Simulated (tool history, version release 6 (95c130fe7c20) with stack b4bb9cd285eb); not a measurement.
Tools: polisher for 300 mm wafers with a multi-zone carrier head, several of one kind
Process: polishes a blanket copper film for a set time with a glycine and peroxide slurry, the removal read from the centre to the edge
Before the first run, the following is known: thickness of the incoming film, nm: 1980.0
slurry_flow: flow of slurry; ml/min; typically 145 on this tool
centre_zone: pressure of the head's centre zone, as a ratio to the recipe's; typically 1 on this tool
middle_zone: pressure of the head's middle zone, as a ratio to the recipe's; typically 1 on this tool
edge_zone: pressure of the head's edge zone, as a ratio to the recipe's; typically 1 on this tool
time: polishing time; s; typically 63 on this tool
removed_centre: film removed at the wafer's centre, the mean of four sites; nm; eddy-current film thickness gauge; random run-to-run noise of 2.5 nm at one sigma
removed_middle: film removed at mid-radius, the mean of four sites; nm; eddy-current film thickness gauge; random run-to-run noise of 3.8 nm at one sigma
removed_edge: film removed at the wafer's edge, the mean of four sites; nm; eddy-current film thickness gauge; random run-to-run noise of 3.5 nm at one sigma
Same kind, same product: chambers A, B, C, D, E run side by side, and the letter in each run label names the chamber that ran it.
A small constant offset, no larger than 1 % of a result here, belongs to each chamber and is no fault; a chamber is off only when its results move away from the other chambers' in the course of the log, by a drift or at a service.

{"run": "1D", "day": 0.138, "slurry_flow": 145, "centre_zone": 1, "middle_zone": 1, "edge_zone": 1, "time": 63, "removed_centre": 326.67, "removed_middle": 317.08, "removed_edge": 327.44}
{"day": 0.204, "done": "chamber D: worn pad replaced by a new one"}
{"run": "2C", "day": 0.325, "slurry_flow": 145, "centre_zone": 1, "middle_zone": 1, "edge_zone": 1, "time": 63, "removed_centre": 332.63, "removed_middle": 324.19, "removed_edge": 322.97}
{"run": "3A", "day": 0.538, "slurry_flow": 145, "centre_zone": 1, "middle_zone": 1, "edge_zone": 1, "time": 63, "removed_centre": 325.88, "removed_middle": 323.93, "removed_edge": 326.65}
{"day": 0.546, "done": "chamber C: worn pad replaced by a new one"}
{"day": 0.608, "done": "chamber A: worn pad replaced by a new one"}
{"day": 0.742, "done": "chamber B: worn pad replaced by a new one"}
{"run": "4E", "day": 0.742, "slurry_flow": 145, "centre_zone": 1, "middle_zone": 1, "edge_zone": 1, "time": 63, "removed_centre": 320.81, "removed_middle": 326.99, "removed_edge": 324.78}
{"run": "5B", "day": 0.938, "slurry_flow": 145, "centre_zone": 1, "middle_zone": 1, "edge_zone": 1, "time": 63, "removed_centre": 328.59, "removed_middle": 325.35, "removed_edge": 331.07}
{"run": "6D", "day": 1.046, "slurry_flow": 145, "centre_zone": 1, "middle_zone": 1, "edge_zone": 1, "time": 63, "removed_centre": 322.67, "removed_middle": 326.1, "removed_edge": 325.51}
{"run": "7A", "day": 1.212, "slurry_flow": 145, "centre_zone": 1, "middle_zone": 1, "edge_zone": 1, "time": 63, "removed_centre": 326.71, "removed_middle": 328.43, "removed_edge": 327.67}
{"run": "8E", "day": 1.379, "slurry_flow": 145, "centre_zone": 1, "middle_zone": 1, "edge_zone": 1, "time": 63, "removed_centre": 323.17, "removed_middle": 327.77, "removed_edge": 329.82}
{"day": 1.488, "done": "chamber E: worn pad replaced by a new one"}
{"run": "9B", "day": 1.617, "slurry_flow": 145, "centre_zone": 1, "middle_zone": 1, "edge_zone": 1, "time": 63, "removed_centre": 331.19, "removed_middle": 331.33, "removed_edge": 329.83}
{"day": 1.7, "done": "chamber D: worn pad replaced by a new one"}
{"run": "10C", "day": 1.8, "slurry_flow": 145, "centre_zone": 1, "middle_zone": 1, "edge_zone": 1, "time": 63, "removed_centre": 324.95, "removed_middle": 332.32, "removed_edge": 327.95}
{"run": "11C", "day": 1.979, "slurry_flow": 145, "centre_zone": 1, "middle_zone": 1, "edge_zone": 1, "time": 63, "removed_centre": 329.85, "removed_middle": 327.94, "removed_edge": 319.69}
{"day": 2.038, "done": "chamber A: slurry nozzle cleaned"}
{"run": "12B", "day": 2.212, "slurry_flow": 145, "centre_zone": 1, "middle_zone": 1, "edge_zone": 1, "time": 63, "removed_centre": 324.61, "removed_middle": 330.76, "removed_edge": 319.9}
{"day": 2.267, "done": "chamber E: slurry nozzle cleaned"}
{"run": "13A", "day": 2.4, "slurry_flow": 145, "centre_zone": 1, "middle_zone": 1, "edge_zone": 1, "time": 63, "removed_centre": 328.67, "removed_middle": 323.9, "removed_edge": 327}
{"run": "14E", "day": 2.571, "slurry_flow": 145, "centre_zone": 1, "middle_zone": 1, "edge_zone": 1, "time": 63, "removed_centre": 328.54, "removed_middle": 328.18, "removed_edge": 325.07}
{"run": "15D", "day": 2.75, "slurry_flow": 145, "centre_zone": 1, "middle_zone": 1, "edge_zone": 1, "time": 63, "removed_centre": 326.81, "removed_middle": 331.97, "removed_edge": 329.11}
{"run": "16E", "day": 2.908, "slurry_flow": 145, "centre_zone": 1, "middle_zone": 1, "edge_zone": 1, "time": 63, "removed_centre": 321.44, "removed_middle": 331.49, "removed_edge": 329.52}
{"run": "17C", "day": 3.021, "slurry_flow": 145, "centre_zone": 1, "middle_zone": 1, "edge_zone": 1, "time": 63, "removed_centre": 326.98, "removed_middle": 333.63, "removed_edge": 325.42}
{"day": 3.133, "done": "chamber D: worn pad replaced by a new one"}
{"run": "18B", "day": 3.154, "slurry_flow": 145, "centre_zone": 1, "middle_zone": 1, "edge_zone": 1, "time": 63, "removed_centre": 325.94, "removed_middle": 324.19, "removed_edge": 321.61}
{"run": "19D", "day": 3.35, "slurry_flow": 145, "centre_zone": 1, "middle_zone": 1, "edge_zone": 1, "time": 63, "removed_centre": 327.12, "removed_middle": 316.32, "removed_edge": 324.17}
{"run": "20A", "day": 3.567, "slurry_flow": 145, "centre_zone": 1, "middle_zone": 1, "edge_zone": 1, "time": 63, "removed_centre": 320.94, "removed_middle": 327.16, "removed_edge": 325.19}
{"run": "21E", "day": 3.742, "slurry_flow": 145, "centre_zone": 1, "middle_zone": 1, "edge_zone": 1, "time": 63, "removed_centre": 328.36, "removed_middle": 321.93, "removed_edge": 327}
{"day": 3.762, "done": "chamber C: worn pad replaced by a new one"}
{"run": "22A", "day": 3.917, "slurry_flow": 145, "centre_zone": 1, "middle_zone": 1, "edge_zone": 1, "time": 63, "removed_centre": 323.2, "removed_middle": 323.17, "removed_edge": 325.25}
{"day": 4.067, "done": "chamber B: worn pad replaced by a new one"}
{"day": 4.154, "done": "chamber E: worn pad replaced by a new one"}
{"run": "23D", "day": 4.154, "slurry_flow": 145, "centre_zone": 1.08, "middle_zone": 1, "edge_zone": 1, "time": 63, "removed_centre": 351.19, "removed_middle": 325.59, "removed_edge": 323.36}
{"run": "24C", "day": 4.358, "slurry_flow": 145, "centre_zone": 1.08, "middle_zone": 1, "edge_zone": 1, "time": 63, "removed_centre": 355.81, "removed_middle": 331.14, "removed_edge": 331.31}
{"day": 4.571, "done": "chamber D: worn pad replaced by a new one"}
{"run": "25B", "day": 4.596, "slurry_flow": 145, "centre_zone": 1.08, "middle_zone": 1, "edge_zone": 1, "time": 63, "removed_centre": 359.76, "removed_middle": 322.23, "removed_edge": 330.86}
{"day": 4.729, "done": "chamber A: worn pad replaced by a new one"}
{"run": "26C", "day": 4.779, "slurry_flow": 145, "centre_zone": 1.08, "middle_zone": 1, "edge_zone": 1, "time": 63, "removed_centre": 353.66, "removed_middle": 326.9, "removed_edge": 321.37}
{"run": "27A", "day": 4.892, "slurry_flow": 145, "centre_zone": 1.08, "middle_zone": 1, "edge_zone": 1, "time": 63, "removed_centre": 357.52, "removed_middle": 322.39, "removed_edge": 321.5}
{"run": "28D", "day": 5.033, "slurry_flow": 145, "centre_zone": 1, "middle_zone": 1, "edge_zone": 1, "time": 63, "removed_centre": 328.59, "removed_middle": 330.63, "removed_edge": 325.08}
{"run": "29E", "day": 5.146, "slurry_flow": 145, "centre_zone": 1, "middle_zone": 1, "edge_zone": 1, "time": 63, "removed_centre": 324.12, "removed_middle": 323.92, "removed_edge": 329.05}
{"run": "30B", "day": 5.275, "slurry_flow": 145, "centre_zone": 1, "middle_zone": 1, "edge_zone": 1, "time": 63, "removed_centre": 327.96, "removed_middle": 315.85, "removed_edge": 331.62}
{"run": "31E", "day": 5.425, "slurry_flow": 145, "centre_zone": 1, "middle_zone": 1, "edge_zone": 1, "time": 63, "removed_centre": 325.4, "removed_middle": 328.56, "removed_edge": 330.82}
{"run": "32C", "day": 5.612, "slurry_flow": 145, "centre_zone": 1, "middle_zone": 1, "edge_zone": 1, "time": 63, "removed_centre": 326.37, "removed_middle": 328.96, "removed_edge": 327.24}
{"run": "33D", "day": 5.729, "slurry_flow": 145, "centre_zone": 1, "middle_zone": 1, "edge_zone": 1.09, "time": 56, "removed_centre": 293.17, "removed_middle": 289.67, "removed_edge": 301.39}
{"run": "34A", "day": 5.875, "slurry_flow": 145, "centre_zone": 1, "middle_zone": 1, "edge_zone": 1.09, "time": 56, "removed_centre": 290.07, "removed_middle": 288.7, "removed_edge": 303.29}
{"run": "35B", "day": 6.038, "slurry_flow": 145, "centre_zone": 1, "middle_zone": 1, "edge_zone": 1.09, "time": 56, "removed_centre": 296.99, "removed_middle": 292.39, "removed_edge": 306.42}
{"day": 6.183, "done": "chamber D: worn pad replaced by a new one"}
{"run": "36C", "day": 6.196, "slurry_flow": 145, "centre_zone": 1, "middle_zone": 1, "edge_zone": 1.09, "time": 56, "removed_centre": 294.24, "removed_middle": 288.34, "removed_edge": 301.82}
{"run": "37B", "day": 6.304, "slurry_flow": 145, "centre_zone": 1, "middle_zone": 1, "edge_zone": 1.09, "time": 56, "removed_centre": 291.36, "removed_middle": 290.79, "removed_edge": 306.91}
{"run": "38A", "day": 6.508, "slurry_flow": 145, "centre_zone": 1, "middle_zone": 1, "edge_zone": 1, "time": 63, "removed_centre": 325.86, "removed_middle": 330.7, "removed_edge": 326.13}
{"run": "39D", "day": 6.708, "slurry_flow": 145, "centre_zone": 1, "middle_zone": 1, "edge_zone": 1, "time": 50, "removed_centre": 260.65, "removed_middle": 263.99, "removed_edge": 252.77}
{"run": "40E", "day": 6.912, "slurry_flow": 145, "centre_zone": 1, "middle_zone": 1, "edge_zone": 1, "time": 50, "removed_centre": 259.55, "removed_middle": 258.6, "removed_edge": 260.34}

Predict what each chamber gives when all 5 of them run the settings below next.
{"run": "41A", "day": 7.083, "slurry_flow": 145, "centre_zone": 1, "middle_zone": 0.95, "edge_zone": 1, "time": 63, "removed_centre": "?", "removed_middle": "?", "removed_edge": "?"}
{"run": "41B", "day": 7.083, "slurry_flow": 145, "centre_zone": 1, "middle_zone": 0.95, "edge_zone": 1, "time": 63, "removed_centre": "?", "removed_middle": "?", "removed_edge": "?"}
{"run": "41C", "day": 7.083, "slurry_flow": 145, "centre_zone": 1, "middle_zone": 0.95, "edge_zone": 1, "time": 63, "removed_centre": "?", "removed_middle": "?", "removed_edge": "?"}
{"run": "41D", "day": 7.083, "slurry_flow": 145, "centre_zone": 1, "middle_zone": 0.95, "edge_zone": 1, "time": 63, "removed_centre": "?", "removed_middle": "?", "removed_edge": "?"}
{"run": "41E", "day": 7.083, "slurry_flow": 145, "centre_zone": 1, "middle_zone": 0.95, "edge_zone": 1, "time": 63, "removed_centre": "?", "removed_middle": "?", "removed_edge": "?"}

run=41A removed_centre=328.06 removed_middle=311.54 removed_edge=329.61
run=41B removed_centre=327.52 removed_middle=316.71 removed_edge=329.27
run=41C removed_centre=328.07 removed_middle=318.07 removed_edge=332.67
run=41D removed_centre=325.76 removed_middle=314.51 removed_edge=327.47
run=41E removed_centre=325.79 removed_middle=312.73 removed_edge=328.39

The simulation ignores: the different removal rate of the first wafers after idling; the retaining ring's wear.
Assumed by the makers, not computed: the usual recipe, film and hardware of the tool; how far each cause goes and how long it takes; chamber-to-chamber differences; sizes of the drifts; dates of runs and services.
